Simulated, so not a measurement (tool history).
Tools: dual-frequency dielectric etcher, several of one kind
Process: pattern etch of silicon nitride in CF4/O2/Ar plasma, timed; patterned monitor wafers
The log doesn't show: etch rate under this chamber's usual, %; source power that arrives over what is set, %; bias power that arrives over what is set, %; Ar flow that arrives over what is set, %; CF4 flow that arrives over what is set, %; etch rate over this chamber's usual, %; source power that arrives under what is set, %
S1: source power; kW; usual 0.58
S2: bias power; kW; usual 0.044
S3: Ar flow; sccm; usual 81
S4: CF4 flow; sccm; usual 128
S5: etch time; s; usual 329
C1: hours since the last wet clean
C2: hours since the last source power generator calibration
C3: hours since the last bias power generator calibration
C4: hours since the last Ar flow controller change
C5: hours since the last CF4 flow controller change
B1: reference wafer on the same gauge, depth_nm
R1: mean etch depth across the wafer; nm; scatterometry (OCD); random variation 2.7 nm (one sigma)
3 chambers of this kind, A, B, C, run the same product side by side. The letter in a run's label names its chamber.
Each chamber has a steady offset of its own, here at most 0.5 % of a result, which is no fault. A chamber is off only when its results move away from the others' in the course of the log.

Run 1B, hour 5.9: usual settings; C1 106.5; C2 518.7; C3 602.3; C4 3171.9; C5 2739.1; B1 797.14. Result: R1 720.31 nm.
Run 2C, hour 9.8: usual settings; C1 266.8; C2 1012.4; C3 2323.7; C4 3035.9; C5 392; B1 796.64. Result: R1 714.91 nm.
Run 3A, hour 15.9: usual settings; C1 121.9; C2 513.7; C3 567.5; C4 660.1; C5 2000.8; B1 796.64. Result: R1 718.38 nm.
Run 4A, hour 21.1: usual settings; C1 127.1; C2 518.9; C3 572.7; C4 665.3; C5 2006; B1 798.04. Result: R1 712.37 nm.
Run 5C, hour 27.5: usual settings; C1 284.5; C2 1030.1; C3 2341.4; C4 3053.6; C5 409.7; B1 797.13. Result: R1 715.12 nm.
Run 6B, hour 31.9: usual settings; C1 132.5; C2 544.7; C3 628.3; C4 3197.9; C5 2765.1; B1 796.93. Result: R1 719.86 nm.
Run 7B, hour 36.3: usual settings; C1 136.9; C2 549.1; C3 632.7; C4 3202.3; C5 2769.5; B1 796.27. Result: R1 722.13 nm.
Run 8C, hour 39.7: usual settings; C1 296.7; C2 1042.3; C3 2353.6; C4 3065.8; C5 421.9; B1 796.93. Result: R1 711.53 nm.
Run 9A, hour 44.2: usual settings; C1 150.2; C2 542; C3 595.8; C4 688.4; C5 2029.1; B1 797.17. Result: R1 714.79 nm.
Run 10A, hour 48.7: usual settings; C1 154.7; C2 546.5; C3 600.3; C4 692.9; C5 2033.6; B1 796.35. Result: R1 715.69 nm.
Run 11B, hour 55.2: usual settings; C1 155.8; C2 568; C3 651.6; C4 3221.2; C5 2788.4; B1 796.19. Result: R1 719.89 nm.
Run 12C, hour 60.8: usual settings; C1 317.8; C2 1063.4; C3 2374.7; C4 3086.9; C5 443; B1 796.42. Result: R1 709.88 nm.
Run 13B, hour 64.7: usual settings; C1 165.3; C2 577.5; C3 661.1; C4 3230.7; C5 2797.9; B1 796.72. Result: R1 717.16 nm.
Run 14C, hour 68.8: usual settings; C1 325.8; C2 1071.4; C3 2382.7; C4 3094.9; C5 451; B1 796.92. Result: R1 704.27 nm.
Run 15A, hour 74.6: usual settings; C1 180.6; C2 572.4; C3 626.2; C4 718.8; C5 2059.5; B1 797.23. Result: R1 712.68 nm.
Run 16A, hour 79.4: usual settings; C1 185.4; C2 577.2; C3 631; C4 723.6; C5 2064.3; B1 797.05. Result: R1 710.55 nm.
Run 17C, hour 82.7: usual settings; C1 339.7; C2 1085.3; C3 2396.6; C4 3108.8; C5 464.9; B1 796.68. Result: R1 703.34 nm.
Run 18B, hour 87: usual settings; C1 187.6; C2 599.8; C3 683.4; C4 3253; C5 2820.2; B1 797.11. Result: R1 719.37 nm.
Run 19C, hour 93.1: usual settings; C1 350.1; C2 1095.7; C3 2407; C4 3119.2; C5 475.3; B1 796.55. Result: R1 704.41 nm.
Run 20B, hour 96.4: usual settings; C1 197; C2 609.2; C3 692.8; C4 3262.4; C5 2829.6; B1 797.74. Result: R1 720.82 nm.
Run 21A, hour 102.3: usual settings; C1 208.3; C2 600.1; C3 653.9; C4 746.5; C5 2087.2; B1 797.14. Result: R1 712.78 nm.
Run 22C, hour 107.2: usual settings; C1 364.2; C2 1109.8; C3 2421.1; C4 3133.3; C5 489.4; B1 796.97. Result: R1 704.27 nm.
Run 23B, hour 110.5: usual settings; C1 211.1; C2 623.3; C3 706.9; C4 3276.5; C5 2843.7; B1 796.66. Result: R1 718.73 nm.
Run 24A, hour 117.1: usual settings but S2 0.05 kW, S5 378.5 s; C1 223.1; C2 614.9; C3 668.7; C4 761.3; C5 2102; B1 797.89. Result: R1 859.89 nm.
Run 25A, hour 122: usual settings but S2 0.05 kW, S5 378.5 s; C1 228; C2 619.8; C3 673.6; C4 766.2; C5 2106.9; B1 796.36. Result: R1 857.45 nm.
Run 26C, hour 126.8: usual settings but S2 0.05 kW, S5 378.5 s; C1 383.8; C2 1129.4; C3 2440.7; C4 3152.9; C5 509; B1 796.63. Result: R1 845.06 nm.
Run 27B, hour 131.6: usual settings; C1 232.2; C2 644.4; C3 728; C4 3297.6; C5 2864.8; B1 797.16. Result: R1 721.83 nm.
Run 28A, hour 135.8: usual settings; C1 241.8; C2 633.6; C3 687.4; C4 780; C5 2120.7; B1 797.73. Result: R1 714.25 nm.
Run 29B, hour 142.5: usual settings; C1 243.1; C2 655.3; C3 738.9; C4 3308.5; C5 2875.7; B1 796.28. Result: R1 720.87 nm.
Run 30C, hour 148.3: usual settings; C1 405.3; C2 1150.9; C3 2462.2; C4 3174.4; C5 530.5; B1 796.46. Result: R1 696.13 nm.
Run 31C, hour 153.7: usual settings; C1 410.7; C2 1156.3; C3 2467.6; C4 3179.8; C5 535.9; B1 797.55. Result: R1 693.96 nm.
Run 32A, hour 159.5: usual settings; C1 265.5; C2 657.3; C3 711.1; C4 803.7; C5 2144.4; B1 797.3. Result: R1 710.51 nm.

All 3 chambers run these settings next. Forecast each chamber's results:
Run 33A, hour 164.3: usual settings. Result: R1 ?.
Run 33B, hour 164.3: usual settings. Result: R1 ?.
Run 33C, hour 164.3: usual settings. Result: R1 ?.

run      R1
33A  714.03
33B  723.02
33C  693.29
